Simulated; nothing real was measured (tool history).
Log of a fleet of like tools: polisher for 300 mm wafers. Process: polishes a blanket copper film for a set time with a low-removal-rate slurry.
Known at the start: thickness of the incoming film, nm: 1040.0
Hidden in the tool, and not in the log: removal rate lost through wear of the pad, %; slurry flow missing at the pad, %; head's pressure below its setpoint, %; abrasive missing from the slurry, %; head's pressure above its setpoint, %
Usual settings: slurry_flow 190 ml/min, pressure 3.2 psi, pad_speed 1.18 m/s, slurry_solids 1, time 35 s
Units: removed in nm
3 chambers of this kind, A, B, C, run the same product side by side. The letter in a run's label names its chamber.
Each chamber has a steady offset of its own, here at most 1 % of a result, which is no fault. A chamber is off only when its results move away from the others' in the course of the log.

run	hour	slurry_flow	pressure	pad_speed	slurry_solids	time	wafers polished on this pad	hours since the slurry nozzle was cleaned	hours since the head pressure was calibrated	hours since the slurry blender was calibrated	removed
1B	8.3	190	3.2	1.18	1	35	848	127.9	254.4	365.1	139.39
2C	20.6	190	3.2	1.18	1	35	625	242.4	140	196.7	140.86
# hour 27.6: chamber B: worn pad replaced by a new one
# hour 28.1: chamber C: worn pad replaced by a new one
3A	35.3	190	3.2	1.18	1	35	487	353.8	1153.1	273.7	137.44
4C	47.4	190	3.2	1.18	1	35	168	269.2	166.8	223.5	139.6
5B	58.1	190	3.2	1.18	1	35	265	177.7	304.2	414.9	138.4
# hour 65.3: chamber A: worn pad replaced by a new one
6A	68.6	190	3.2	1.18	1	35	28	387.1	1186.4	307	138.37
7C	80	190	3.2	1.18	1	35	451	301.8	199.4	256.1	136.17
8A	92.8	190	3.2	1.18	1	35	239	411.3	1210.6	331.2	140.09
# hour 101.2: chamber C: worn pad replaced by a new one
9B	108.2	190	3.2	1.18	1	35	700	227.8	354.3	465	136.01
# hour 117.4: chamber B: slurry nozzle cleaned
10B	119.6	190	3.2	1.18	1	35	799	2.3	365.7	476.4	139.1
# hour 121.4: chamber B: worn pad replaced by a new one
11C	127.9	190	3.2	1.18	1	35	232	349.7	247.3	304	136.92
12A	139.9	190	3.2	1.18	1	35	648	458.4	1257.7	378.3	138.27
13A	151.8	190	3.2	1.18	1	35	751	470.3	1269.6	390.2	139.95
# hour 153.5: chamber B: slurry blender recalibrated
# hour 154: chamber A: slurry blender recalibrated
14C	166.6	190	3.2	1.18	1	35	568	388.4	286	342.7	137.32
# hour 168.8: chamber A: worn pad replaced by a new one
15B	179.1	190	3.2	1.18	1	35	501	61.8	425.2	25.7	138.2
# hour 180.4: chamber C: slurry blender recalibrated
# hour 180.7: chamber C: worn pad replaced by a new one
# hour 185.3: chamber A: head pressure recalibrated
16B	189.7	190	3.2	1.18	1	35	593	72.4	435.8	36.3	135.24
17C	203.8	190	3.2	1.18	1	35	201	425.6	323.2	23.5	136.79
18A	214.7	190	3.2	1.18	1	35	399	533.2	29.5	60.8	120.26
# hour 227.7: chamber B: worn pad replaced by a new one
19A	230.3	190	3.2	1.18	1	35	534	548.8	45.1	76.4	122.25
20B	246	190	3.2	1.18	1	35	159	128.7	492.1	92.6	137.73
21C	255.4	190	3.2	1.18	1	35	649	477.2	374.8	75.1	136.91
# hour 258.3: chamber C: worn pad replaced by a new one
22A	264.5	190	3.2	1.18	1	35	832	583	79.3	110.6	122.04
# hour 269.1: chamber A: worn pad replaced by a new one
23C	277.7	190	3.2	1.18	1	35	168	499.5	397.1	97.4	136.91
24B	291.2	190	3.5	1.18	1.3	35	552	173.9	537.3	137.8	158.07
25C	305.6	190	3.5	1.18	1.3	35	411	527.4	425	125.3	155.75
26A	315.2	190	3.5	1.18	1.3	35	400	633.7	130	161.3	138.52
# hour 327.7: chamber B: worn pad replaced by a new one
27B	330.8	190	3.2	1.18	1	35	26	213.5	576.9	177.4	137.62
# hour 331.9: chamber C: worn pad replaced by a new one
28B	339.2	235	3.2	1.18	1	30	99	221.9	585.3	185.8	120.02
29C	347.4	235	3.2	1.18	1	30	135	569.2	466.8	167.1	120.72

Is one chamber off against the others, does the gauge drift, or is nothing wrong? If a chamber is off, say which, and what the likeliest cause is.

A service left chamber A off against the others.
Cause: head's pressure below its setpoint, % = 11.6.

Here are 4 candidates for chamber A's next run, each the usual settings with a change, their results left as question marks. Which one brings its results back in line with what the others give on the usual settings?
In line means no further than this from the other chambers' mean on the usual settings: removed 5.8 nm
30A-1	358.9	195	3.2	1.18	1	39					?
30A-2	358.9	190	2.5	1.18	1	35					?
30A-3	358.9	190	3.1	1.12	1	34					?
30A-4	358.9	190	3.2	1.34	1	40					?

The other chambers' mean on the usual settings: removed 137.78 nm
run	removed
30A-1	136.81
30A-2	95.169
30A-3	109.26
30A-4	158.63
30A-1 brings the chamber back in line.

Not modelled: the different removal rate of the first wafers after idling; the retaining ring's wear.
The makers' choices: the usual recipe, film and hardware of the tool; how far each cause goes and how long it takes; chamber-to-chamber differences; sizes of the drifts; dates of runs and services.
